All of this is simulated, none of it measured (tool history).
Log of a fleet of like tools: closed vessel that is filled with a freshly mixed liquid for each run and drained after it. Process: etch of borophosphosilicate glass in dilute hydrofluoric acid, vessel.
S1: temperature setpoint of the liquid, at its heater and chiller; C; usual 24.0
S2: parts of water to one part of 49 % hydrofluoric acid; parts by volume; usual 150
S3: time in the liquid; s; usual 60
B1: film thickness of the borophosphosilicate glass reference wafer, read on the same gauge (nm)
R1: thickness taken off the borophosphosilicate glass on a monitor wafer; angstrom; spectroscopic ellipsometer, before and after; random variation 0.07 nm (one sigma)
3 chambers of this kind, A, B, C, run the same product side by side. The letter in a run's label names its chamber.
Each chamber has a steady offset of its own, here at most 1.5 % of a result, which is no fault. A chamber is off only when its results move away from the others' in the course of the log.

run 1C hour=10.2 | S1=24.0 S2=150 S3=60 | B1=39.988 | R1=104.150
run 2A hour=17.8 | S1=24.0 S2=150 S3=60 | B1=40.004 | R1=107.690
run 3B hour=23.1 | S1=24.0 S2=150 S3=60 | B1=40.026 | R1=107.310
run 4B hour=34.1 | S1=24.0 S2=150 S3=60 | B1=39.999 | R1=107.050
run 5A hour=42.8 | S1=24.0 S2=150 S3=60 | B1=39.998 | R1=106.060
run 6C hour=53.5 | S1=24.0 S2=150 S3=60 | B1=40.005 | R1=104.030
run 7A hour=64.5 | S1=24.0 S2=150 S3=60 | B1=40.006 | R1=107.880
run 8B hour=72.9 | S1=24.0 S2=150 S3=85 | B1=39.979 | R1=150.660
run 9C hour=83.0 | S1=24.0 S2=150 S3=85 | B1=39.984 | R1=148.570
run 10B hour=90.7 | S1=24.0 S2=150 S3=85 | B1=39.998 | R1=151.470
run 11A hour=101.9 | S1=24.0 S2=150 S3=60 | B1=39.964 | R1=104.950
run 12C hour=107.5 | S1=24.0 S2=150 S3=60 | B1=39.992 | R1=106.380
run 13B hour=114.2 | S1=24.0 S2=150 S3=60 | B1=40.000 | R1=106.370
run 14A hour=122.2 | S1=24.0 S2=150 S3=60 | B1=39.940 | R1=106.530
run 15C hour=133.0 | S1=24.0 S2=150 S3=60 | B1=40.021 | R1=105.190
run 16B hour=138.7 | S1=24.0 S2=150 S3=60 | B1=40.029 | R1=107.440
run 17C hour=148.6 | S1=24.0 S2=150 S3=60 | B1=39.990 | R1=104.410
run 18A hour=159.7 | S1=21.5 S2=175 S3=60 | B1=40.039 | R1=80.080
run 19C hour=167.2 | S1=21.5 S2=175 S3=60 | B1=40.025 | R1=79.755
run 20B hour=176.3 | S1=21.5 S2=175 S3=60 | B1=39.992 | R1=80.484
run 21A hour=184.8 | S1=28.5 S2=150 S3=45 | B1=39.957 | R1=94.273
run 22C hour=192.0 | S1=28.5 S2=150 S3=45 | B1=39.972 | R1=93.721
run 23B hour=198.8 | S1=28.5 S2=150 S3=45 | B1=40.011 | R1=95.135
run 24A hour=205.0 | S1=24.0 S2=150 S3=60 | B1=39.995 | R1=106.380
run 25B hour=210.5 | S1=24.0 S2=150 S3=60 | B1=40.012 | R1=105.850
run 26C hour=220.4 | S1=24.0 S2=150 S3=60 | B1=40.004 | R1=105.440
run 27A hour=231.9 | S1=24.0 S2=150 S3=60 | B1=40.001 | R1=104.480
run 28A hour=239.4 | S1=28.0 S2=150 S3=45 | B1=39.976 | R1=93.928
run 29C hour=246.7 | S1=28.0 S2=150 S3=45 | B1=39.978 | R1=92.758
run 30B hour=255.7 | S1=28.0 S2=150 S3=45 | B1=39.963 | R1=92.924
run 31A hour=262.0 | S1=24.0 S2=100 S3=75 | B1=39.957 | R1=211.050
run 32C hour=272.1 | S1=24.0 S2=100 S3=75 | B1=40.000 | R1=210.350
run 33B hour=277.3 | S1=24.0 S2=100 S3=75 | B1=39.999 | R1=211.660
run 34A hour=284.8 | S1=24.0 S2=150 S3=60 | B1=40.026 | R1=106.280
run 35B hour=296.7 | S1=24.0 S2=150 S3=60 | B1=39.999 | R1=105.420
run 36C hour=307.0 | S1=24.0 S2=150 S3=60 | B1=39.990 | R1=104.510
run 37C hour=312.2 | S1=24.0 S2=150 S3=60 | B1=40.027 | R1=105.710
run 38B hour=323.6 | S1=27.0 S2=150 S3=60 | B1=40.001 | R1=119.810
run 39A hour=334.2 | S1=27.0 S2=150 S3=60 | B1=39.965 | R1=119.160
run 40C hour=341.1 | S1=27.0 S2=150 S3=60 | B1=40.008 | R1=117.160
run 41B hour=347.9 | S1=29.0 S2=150 S3=60 | B1=39.982 | R1=130.790
run 42A hour=357.3 | S1=29.0 S2=150 S3=60 | B1=40.003 | R1=128.120
run 43A hour=363.9 | S1=29.0 S2=150 S3=60 | B1=40.031 | R1=129.940
run 44B hour=371.5 | S1=24.0 S2=150 S3=60 | B1=39.972 | R1=105.730

Next, every chamber runs the same settings. What will each give?
run 45A hour=380.1 | S1=24.0 S2=150 S3=60 | R1=?
run 45B hour=380.1 | S1=24.0 S2=150 S3=60 | R1=?
run 45C hour=380.1 | S1=24.0 S2=150 S3=60 | R1=?

run=45A R1=106.030
run=45B R1=106.260
run=45C R1=104.700
